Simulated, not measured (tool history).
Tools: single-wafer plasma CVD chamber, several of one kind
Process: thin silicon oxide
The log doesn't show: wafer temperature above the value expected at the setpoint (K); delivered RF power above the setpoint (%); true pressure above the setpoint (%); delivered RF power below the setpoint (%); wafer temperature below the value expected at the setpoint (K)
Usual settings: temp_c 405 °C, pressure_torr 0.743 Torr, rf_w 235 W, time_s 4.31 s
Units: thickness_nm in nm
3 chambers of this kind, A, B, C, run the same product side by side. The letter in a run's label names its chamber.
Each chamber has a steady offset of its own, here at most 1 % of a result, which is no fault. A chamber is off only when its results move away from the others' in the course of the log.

| run | hour | temp_c | pressure_torr | rf_w | time_s | hours since the last thermocouple change | hours since the last RF generator calibration | hours since the last manometer calibration | read-back reference wafer on the same gauge, thickness_nm | thickness_nm |
|---|---|---|---|---|---|---|---|---|---|---|
| 1C | 5.4 | 405 | 0.743 | 235 | 4.31 | 737.2 | 929.1 | 1443.3 | 7.8102 | 6.5847 |
| 2B | 12.3 | 405 | 0.743 | 235 | 4.31 | 1510.4 | 345.8 | 1061.3 | 7.8078 | 6.6189 |
| 3A | 22.2 | 405 | 0.743 | 235 | 4.31 | 2488.9 | 1233.6 | 882.8 | 7.805 | 6.5769 |
| 4B | 31.8 | 405 | 0.743 | 235 | 4.31 | 1529.9 | 365.3 | 1080.8 | 7.805 | 6.6069 |
| 5A | 37.2 | 405 | 0.743 | 235 | 4.31 | 2503.9 | 1248.6 | 897.8 | 7.8017 | 6.5515 |
| 6C | 46.8 | 405 | 0.743 | 235 | 4.31 | 778.6 | 970.5 | 1484.7 | 7.8025 | 6.5767 |
| 7B | 57.7 | 405 | 0.743 | 235 | 4.31 | 1555.8 | 391.2 | 1106.7 | 7.7961 | 6.5929 |
| 8C | 66.5 | 405 | 0.743 | 235 | 4.31 | 798.3 | 990.2 | 1504.4 | 7.7977 | 6.6008 |
| 9A | 77.3 | 405 | 0.743 | 235 | 4.31 | 2544 | 1288.7 | 937.9 | 7.7935 | 6.5392 |
| 10A | 86.9 | 405 | 0.743 | 235 | 4.31 | 2553.6 | 1298.3 | 947.5 | 7.7933 | 6.5242 |
| 11B | 92.1 | 405 | 0.743 | 235 | 4.31 | 1590.2 | 425.6 | 1141.1 | 7.7878 | 6.6166 |
| 12C | 100.5 | 405 | 0.743 | 235 | 4.31 | 832.3 | 1024.2 | 1538.4 | 7.788 | 6.5786 |
| 13B | 110.4 | 405 | 0.743 | 235 | 4.31 | 1608.5 | 443.9 | 1159.4 | 7.7885 | 6.606 |
| 14A | 117.9 | 405 | 0.743 | 235 | 4.31 | 2584.6 | 1329.3 | 978.5 | 7.7873 | 6.5214 |
| 15C | 128.2 | 405 | 0.743 | 235 | 4.31 | 860 | 1051.9 | 1566.1 | 7.785 | 6.5652 |
| 16C | 134.1 | 405 | 0.743 | 260 | 4.31 | 865.9 | 1057.8 | 1572 | 7.7815 | 6.8844 |
| 17B | 139.2 | 405 | 0.743 | 260 | 4.31 | 1637.3 | 472.7 | 1188.2 | 7.7846 | 6.9313 |
|  | 145.3 | chamber B: capacitance manometer re-zeroed and calibrated |
| 18A | 149.2 | 405 | 0.743 | 260 | 4.31 | 2615.9 | 1360.6 | 1009.8 | 7.7797 | 6.8359 |
| 19B | 156.6 | 405 | 0.743 | 235 | 4.31 | 1654.7 | 490.1 | 11.4 | 7.7767 | 6.5896 |
| 20A | 163.8 | 405 | 0.743 | 235 | 4.31 | 2630.5 | 1375.2 | 1024.4 | 7.7756 | 6.5187 |
| 21C | 174.8 | 413 | 0.743 | 235 | 4.31 | 906.6 | 1098.5 | 1612.7 | 7.7741 | 6.5247 |
| 22B | 183.6 | 413 | 0.743 | 235 | 4.31 | 1681.7 | 517.1 | 38.4 | 7.77 | 6.5518 |
| 23A | 190.7 | 413 | 0.743 | 235 | 4.31 | 2657.4 | 1402.1 | 1051.3 | 7.7668 | 6.4922 |
| 24C | 198.5 | 405 | 0.743 | 235 | 4.31 | 930.3 | 1122.2 | 1636.4 | 7.7665 | 6.5648 |
| 25B | 205 | 405 | 0.743 | 235 | 4.31 | 1703.1 | 538.5 | 59.8 | 7.7663 | 6.5734 |
| 26A | 213.6 | 405 | 0.743 | 235 | 4.31 | 2680.3 | 1425 | 1074.2 | 7.7645 | 6.5084 |
| 27C | 221.4 | 405 | 0.743 | 235 | 3.63 | 953.2 | 1145.1 | 1659.3 | 7.7626 | 5.5173 |
| 28B | 229.1 | 405 | 0.743 | 235 | 3.63 | 1727.2 | 562.6 | 83.9 | 7.762 | 5.5451 |

Is one chamber off against the others, does the gauge drift, or is nothing wrong? If a chamber is off, say which, and what the likeliest cause is.

The gauge drifts, so all chambers seem to drift together. No chamber is off.
Cause: gauge reads low (%) = 0.64.
